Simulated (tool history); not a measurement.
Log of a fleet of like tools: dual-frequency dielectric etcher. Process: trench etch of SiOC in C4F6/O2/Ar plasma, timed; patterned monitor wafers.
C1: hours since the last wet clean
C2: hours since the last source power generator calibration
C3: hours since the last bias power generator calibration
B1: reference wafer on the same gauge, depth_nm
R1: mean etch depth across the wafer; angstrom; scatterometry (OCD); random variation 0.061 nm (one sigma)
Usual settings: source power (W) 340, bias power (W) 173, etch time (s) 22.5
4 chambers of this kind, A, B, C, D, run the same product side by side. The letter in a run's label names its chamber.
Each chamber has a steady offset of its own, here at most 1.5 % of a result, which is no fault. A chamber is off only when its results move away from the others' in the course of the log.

{"run": "1D", "hour": 4.9, "source power (W)": 340, "bias power (W)": 173, "etch time (s)": 22.5, "C1": 224.5, "C2": 2286.0, "C3": 1788.0, "B1": 47.204, "R1": 433.22}
{"run": "2A", "hour": 11.6, "source power (W)": 340, "bias power (W)": 173, "etch time (s)": 22.5, "C1": 348.2, "C2": 2388.8, "C3": 1438.5, "B1": 47.168, "R1": 434.7}
{"run": "3C", "hour": 17.2, "source power (W)": 340, "bias power (W)": 173, "etch time (s)": 22.5, "C1": 56.0, "C2": 695.0, "C3": 1243.8, "B1": 47.163, "R1": 427.83}
{"run": "4B", "hour": 23.9, "source power (W)": 340, "bias power (W)": 173, "etch time (s)": 22.5, "C1": 341.7, "C2": 600.9, "C3": 877.4, "B1": 47.155, "R1": 434.86}
{"run": "5D", "hour": 28.2, "source power (W)": 340, "bias power (W)": 173, "etch time (s)": 22.5, "C1": 247.8, "C2": 2309.3, "C3": 1811.3, "B1": 47.161, "R1": 432.4}
{"run": "6B", "hour": 31.9, "source power (W)": 340, "bias power (W)": 173, "etch time (s)": 22.5, "C1": 349.7, "C2": 608.9, "C3": 885.4, "B1": 47.14, "R1": 434.64}
{"run": "7C", "hour": 39.8, "source power (W)": 340, "bias power (W)": 173, "etch time (s)": 22.5, "C1": 78.6, "C2": 717.6, "C3": 1266.4, "B1": 47.11, "R1": 427.43}
{"run": "8A", "hour": 46.8, "source power (W)": 340, "bias power (W)": 173, "etch time (s)": 22.5, "C1": 383.4, "C2": 2424.0, "C3": 1473.7, "B1": 47.096, "R1": 435.15}
{"run": "9D", "hour": 54.0, "source power (W)": 340, "bias power (W)": 173, "etch time (s)": 22.5, "C1": 273.6, "C2": 2335.1, "C3": 1837.1, "B1": 47.111, "R1": 431.4}
{"run": "10B", "hour": 57.8, "source power (W)": 340, "bias power (W)": 173, "etch time (s)": 17.0, "C1": 375.6, "C2": 634.8, "C3": 911.3, "B1": 47.1, "R1": 328.47}
{"run": "11A", "hour": 61.8, "source power (W)": 340, "bias power (W)": 173, "etch time (s)": 17.0, "C1": 398.4, "C2": 2439.0, "C3": 1488.7, "B1": 47.078, "R1": 328.47}
{"run": "12C", "hour": 69.9, "source power (W)": 340, "bias power (W)": 173, "etch time (s)": 17.0, "C1": 108.7, "C2": 747.7, "C3": 1296.5, "B1": 47.085, "R1": 322.69}
{"run": "13C", "hour": 75.1, "source power (W)": 340, "bias power (W)": 173, "etch time (s)": 17.0, "C1": 113.9, "C2": 752.9, "C3": 1301.7, "B1": 47.061, "R1": 322.57}
{"run": "14A", "hour": 79.6, "source power (W)": 340, "bias power (W)": 173, "etch time (s)": 22.5, "C1": 416.2, "C2": 2456.8, "C3": 1506.5, "B1": 47.052, "R1": 434.87}
{"run": "15B", "hour": 84.6, "source power (W)": 340, "bias power (W)": 173, "etch time (s)": 22.5, "C1": 402.4, "C2": 661.6, "C3": 938.1, "B1": 47.046, "R1": 433.59}
{"run": "16D", "hour": 90.8, "source power (W)": 340, "bias power (W)": 173, "etch time (s)": 22.5, "C1": 310.4, "C2": 2371.9, "C3": 1873.9, "B1": 47.04, "R1": 431.17}
{"run": "17D", "hour": 98.1, "source power (W)": 340, "bias power (W)": 201, "etch time (s)": 24.5, "C1": 317.7, "C2": 2379.2, "C3": 1881.2, "B1": 47.028, "R1": 492.95}
{"run": "18A", "hour": 102.1, "source power (W)": 340, "bias power (W)": 201, "etch time (s)": 24.5, "C1": 438.7, "C2": 2479.3, "C3": 1529.0, "B1": 47.023, "R1": 495.74}
{"run": "19C", "hour": 110.3, "source power (W)": 340, "bias power (W)": 201, "etch time (s)": 24.5, "C1": 149.1, "C2": 788.1, "C3": 1336.9, "B1": 47.013, "R1": 486.11}
{"run": "20B", "hour": 117.6, "source power (W)": 340, "bias power (W)": 201, "etch time (s)": 24.5, "C1": 435.4, "C2": 694.6, "C3": 971.1, "B1": 46.979, "R1": 495.76}
{"run": "21B", "hour": 124.2, "source power (W)": 340, "bias power (W)": 173, "etch time (s)": 22.5, "C1": 442.0, "C2": 701.2, "C3": 977.7, "B1": 46.977, "R1": 432.55}
{"run": "22D", "hour": 128.5, "source power (W)": 340, "bias power (W)": 173, "etch time (s)": 22.5, "C1": 348.1, "C2": 2409.6, "C3": 1911.6, "B1": 46.951, "R1": 431.46}
{"run": "23C", "hour": 135.5, "source power (W)": 340, "bias power (W)": 173, "etch time (s)": 22.5, "C1": 174.3, "C2": 813.3, "C3": 1362.1, "B1": 46.956, "R1": 426.18}
{"run": "24A", "hour": 141.5, "source power (W)": 340, "bias power (W)": 173, "etch time (s)": 22.5, "C1": 478.1, "C2": 2518.7, "C3": 1568.4, "B1": 46.934, "R1": 433.14}

Next, every chamber runs the same settings. What will each give?
{"run": "25A", "hour": 147.6, "source power (W)": 400, "bias power (W)": 173, "etch time (s)": 22.5, "R1": "?"}
{"run": "25B", "hour": 147.6, "source power (W)": 400, "bias power (W)": 173, "etch time (s)": 22.5, "R1": "?"}
{"run": "25C", "hour": 147.6, "source power (W)": 400, "bias power (W)": 173, "etch time (s)": 22.5, "R1": "?"}
{"run": "25D", "hour": 147.6, "source power (W)": 400, "bias power (W)": 173, "etch time (s)": 22.5, "R1": "?"}

run=25A R1=462.49
run=25B R1=460.05
run=25C R1=452.94
run=25D R1=459.13
